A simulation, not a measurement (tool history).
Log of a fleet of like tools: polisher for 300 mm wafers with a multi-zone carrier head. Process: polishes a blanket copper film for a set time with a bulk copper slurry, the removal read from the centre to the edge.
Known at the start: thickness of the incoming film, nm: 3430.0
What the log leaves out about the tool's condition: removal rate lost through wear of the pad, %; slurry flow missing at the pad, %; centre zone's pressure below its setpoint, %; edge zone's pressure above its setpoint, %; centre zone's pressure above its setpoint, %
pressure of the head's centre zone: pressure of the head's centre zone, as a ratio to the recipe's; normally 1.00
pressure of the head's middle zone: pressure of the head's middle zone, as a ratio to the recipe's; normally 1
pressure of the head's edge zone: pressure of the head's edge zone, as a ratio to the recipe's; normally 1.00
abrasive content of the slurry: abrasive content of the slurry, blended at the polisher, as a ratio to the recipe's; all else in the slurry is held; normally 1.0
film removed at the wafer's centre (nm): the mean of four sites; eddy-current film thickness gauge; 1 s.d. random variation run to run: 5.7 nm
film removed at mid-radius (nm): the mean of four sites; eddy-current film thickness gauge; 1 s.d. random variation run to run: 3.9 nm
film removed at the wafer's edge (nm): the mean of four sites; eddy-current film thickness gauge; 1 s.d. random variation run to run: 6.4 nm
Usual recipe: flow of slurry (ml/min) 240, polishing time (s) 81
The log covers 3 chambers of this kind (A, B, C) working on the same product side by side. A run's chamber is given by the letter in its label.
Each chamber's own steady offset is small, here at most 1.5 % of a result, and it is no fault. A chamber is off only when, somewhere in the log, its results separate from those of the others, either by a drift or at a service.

run   hour  flow of slurry (ml/min)  pressure of the head's centre zone  pressure of the head's middle zone  pressure of the head's edge zone  abrasive content of the slurry  polishing time (s)  wafers polished on this pad  hours since the slurry nozzle was cleaned  hours since the centre zone pressure was calibrated  hours since the edge zone pressure was calibrated  film removed at the wafer's centre (nm)  film removed at mid-radius (nm)  film removed at the wafer's edge (nm)
 1A    8.3                      240                                1.00                                   1                              1.00                             1.0                  81                         1080                                      308.3                                                424.1                                              964.0                                   576.98                           584.90                                 586.55
 2B   15.5                      240                                1.00                                   1                              1.00                             1.0                  81                          728                                       88.6                                                687.7                                              601.0                                   572.23                           575.18                                 587.36
 3C   22.6                      240                                1.00                                   1                              1.00                             1.0                  81                          538                                      375.9                                                187.8                                              269.6                                   578.85                           590.34                                 563.62
 4B   27.2                      240                                1.00                                   1                              1.00                             1.0                  81                          800                                      100.3                                                699.4                                              612.7                                   569.80                           582.92                                 585.50
 5C   32.6                      240                                1.00                                   1                              1.00                             1.0                  81                          599                                      385.9                                                197.8                                              279.6                                   588.47                           586.22                                 569.99
 6A   42.1                      240                                1.00                                   1                              1.00                             1.0                  81                         1289                                      342.1                                                457.9                                              997.8                                   581.61                           585.78                                 579.22
 7C   50.5                      240                                1.00                                   1                              1.00                             1.0                  81                          710                                      403.8                                                215.7                                              297.5                                   564.99                           585.47                                 581.84
 8B   57.6                      240                                1.00                                   1                              1.00                             1.0                  81                          988                                      130.7                                                729.8                                              643.1                                   578.68                           573.60                                 587.62
 9A   65.2                      160                                1.04                                   1                              1.00                             1.0                  81                         1431                                      365.2                                                481.0                                             1020.9                                   569.65                           554.09                                 536.94
10C   74.7                      160                                1.04                                   1                              1.00                             1.0                  81                          859                                      428.0                                                239.9                                              321.7                                   563.58                           550.84                                 554.22
11A   83.0                      160                                1.04                                   1                              1.00                             1.0                  81                         1541                                      383.0                                                498.8                                             1038.7                                   573.57                           546.62                                 549.42
12B   91.0                      240                                1.08                                   1                              1.00                             1.1                  81                         1194                                      164.1                                                763.2                                              676.5                                   645.32                           590.00                                 589.34
      95.9  -- chamber A: worn pad replaced by a new one
13B   96.3                      240                                1.08                                   1                              1.00                             1.1                  81                         1226                                      169.4                                                768.5                                              681.8                                   647.37                           579.73                                 589.06
14C  102.0                      240                                1.08                                   1                              1.00                             1.1                  81                         1027                                      455.3                                                267.2                                              349.0                                   652.83                           596.51                                 586.53
15A  109.0                      240                                1.00                                   1                              1.05                             1.0                  81                           81                                      409.0                                                524.8                                             1064.7                                   574.67                           584.70                                 586.80
16A  114.4                      240                                1.00                                   1                              1.05                             1.0                  81                          114                                      414.4                                                530.2                                             1070.1                                   577.00                           581.32                                 589.90
17B  123.2                      240                                1.00                                   1                              1.05                             1.0                  81                         1392                                      196.3                                                795.4                                              708.7                                   588.16                           578.14                                 607.37
     123.8  -- chamber B: worn pad replaced by a new one
     128.7  -- chamber A: centre zone pressure recalibrated
18C  129.0                      240                                1.00                                   1                              1.00                             1.0                  81                         1194                                      482.3                                                294.2                                              376.0                                   574.29                           588.71                                 573.96
19A  137.9                      240                                1.00                                   1                              1.00                             1.0                  81                          259                                      437.9                                                  9.3                                             1093.6                                   534.39                           582.12                                 574.84
     142.8  -- chamber B: edge zone pressure recalibrated
20B  146.0                      240                                1.00                                   1                              1.00                             1.0                  81                          137                                      219.1                                                818.2                                                3.2                                   578.43                           578.31                                 585.22
21C  152.9                      240                                1.00                                   1                              1.00                             1.0                  81                         1341                                      506.2                                                318.1                                              399.9                                   580.44                           584.91                                 575.30
22B  160.6                      240                                1.00                                   1                              1.00                             1.0                  81                          227                                      233.7                                                832.8                                               17.8                                   573.94                           570.76                                 574.52
     161.2  -- chamber C: edge zone pressure recalibrated
23A  167.3                      240                                1.00                                   1                              1.00                             1.0                  81                          440                                      467.3                                                 38.7                                             1123.0                                   526.05                           590.44                                 571.21
24C  175.3                      240                                1.00                                   1                              1.00                             1.0                  81                         1479                                      528.6                                                340.5                                               14.2                                   583.23                           585.77                                 583.95
     180.5  -- chamber C: worn pad replaced by a new one
25A  182.6                      310                                1.00                                   1                              1.00                             1.0                  81                          534                                      482.6                                                 54.0                                             1138.3                                   547.16                           593.10                                 585.25
     184.1  -- chamber B: slurry nozzle cleaned
26B  188.4                      310                                1.00                                   1                              1.00                             1.0                  81                          398                                        4.3                                                860.6                                               45.6                                   588.16                           595.54                                 589.94
27C  193.6                      310                                1.00                                   1                              1.00                             1.0                  81                           81                                      546.9                                                358.8                                               32.5                                   594.69                           596.58                                 594.13
28B  198.1                      240                                1.00                                   1                              1.00                             1.0                  81                          458                                       14.0                                                870.3                                               55.3                                   572.69                           583.52                                 592.79
29C  205.3                      240                                1.00                                   1                              1.00                             1.0                  81                          153                                      558.6                                                370.5                                               44.2                                   578.58                           583.32                                 574.61
30A  209.6                      240                                1.00                                   1                              1.00                             1.0                  81                          701                                      509.6                                                 81.0                                             1165.3                                   530.24                           585.90                                 571.64
31B  217.4                      240                                1.00                                   1                              1.00                             1.0                  81                          577                                       33.3                                                889.6                                               74.6                                   572.08                           575.05                                 588.32
32C  222.1                      240                                1.00                                   1                              1.00                             1.0                  81                          256                                      575.4                                                387.3                                               61.0                                   580.77                           593.40                                 570.56
33A  229.9                      240                                1.00                                   1                              1.00                             1.0                  81                          826                                      529.9                                                101.3                                             1185.6                                   523.90                           584.49                                 584.15
34B  235.4                      240                                1.00                                   1                              1.00                             1.0                  81                          688                                       51.3                                                907.6                                               92.6                                   568.14                           577.16                                 583.87
35A  243.3                      240                                0.91                                   1                              0.90                             1.0                  81                          909                                      543.3                                                114.7                                             1199.0                                   485.99                           591.72                                 533.07
36C  251.4                      240                                0.91                                   1                              0.90                             1.0                  81                          437                                      604.7                                                416.6                                               90.3                                   519.00                           584.95                                 536.94
37B  255.7                      240                                0.91                                   1                              0.90                             1.0                  81                          813                                       71.6                                                927.9                                              112.9                                   516.43                           579.33                                 557.57
38C  263.0                      240                                1.00                                   1                              1.00                             0.8                  81                          508                                      616.3                                                428.2                                              101.9                                   549.99                           563.47                                 538.54
39A  268.6                      240                                1.00                                   1                              1.00                             0.8                  81                         1064                                      568.6                                                140.0                                             1224.3                                   500.90                           557.29                                 548.95
40B  275.6                      240                                1.00                                   1                              1.00                             0.8                  81                          936                                       91.5                                                947.8                                              132.8                                   551.72                           548.80                                 555.20
41C  282.0                      240                                1.00                                   1                              1.00                             1.0                  81                          625                                      635.3                                                447.2                                              120.9                                   573.78                           584.29                                 573.08
42A  287.2                      240                                1.00                                   1                              1.00                             1.0                  81                         1179                                      587.2                                                158.6                                             1242.9                                   532.02                           582.13                                 565.28
43A  296.0                      240                                1.00                                   1                              1.00                             1.0                  81                         1233                                      596.0                                                167.4                                             1251.7                                   533.71                           594.12                                 574.48

One chamber off, gauge drift, or nothing amiss beyond the chambers' own small offsets? If it is a chamber, which one, and what is the likeliest cause?

After it was serviced, chamber A no longer matches the other chambers.
Cause: centre zone's pressure below its setpoint, % = 8.06.

Here are 4 candidates for chamber A's next run, each the usual settings with a change, their results left as question marks. Which one brings its results back in line with what the others give on the usual settings?
Maximum distance from the other chambers' mean on the usual settings for a result to count as in line: film removed at the wafer's centre (nm) 20.00; film removed at mid-radius (nm) 14.00; film removed at the wafer's edge (nm) 22.00
44A-1  302.9                      240                                0.98                                1.01                              1.00                             1.0                  81                                                                                                                                                                                                                        ?                                ?                                      ?
44A-2  302.9                      235                                0.94                                1.02                              1.02                             1.0                  80                                                                                                                                                                                                                        ?                                ?                                      ?
44A-3  302.9                      245                                1.06                                0.98                              0.98                             1.0                  82                                                                                                                                                                                                                        ?                                ?                                      ?
44A-4  302.9                      240                                1.02                                0.99                              1.00                             1.0                  81                                                                                                                                                                                                                        ?                                ?                                      ?

On the usual settings, the other chambers give on average: film removed at the wafer's centre (nm) 576.09; film removed at mid-radius (nm) 582.56; film removed at the wafer's edge (nm) 578.79
  run  film removed at the wafer's centre (nm)  film removed at mid-radius (nm)  film removed at the wafer's edge (nm)
44A-1                                   518.29                           590.13                                 576.67
44A-2                                   487.32                           586.68                                 574.25
44A-3                                   573.74                           582.56                                 579.05
44A-4                                   541.73                           579.44                                 576.83
44A-3 is the one that brings the chamber's results back in line with the other chambers.

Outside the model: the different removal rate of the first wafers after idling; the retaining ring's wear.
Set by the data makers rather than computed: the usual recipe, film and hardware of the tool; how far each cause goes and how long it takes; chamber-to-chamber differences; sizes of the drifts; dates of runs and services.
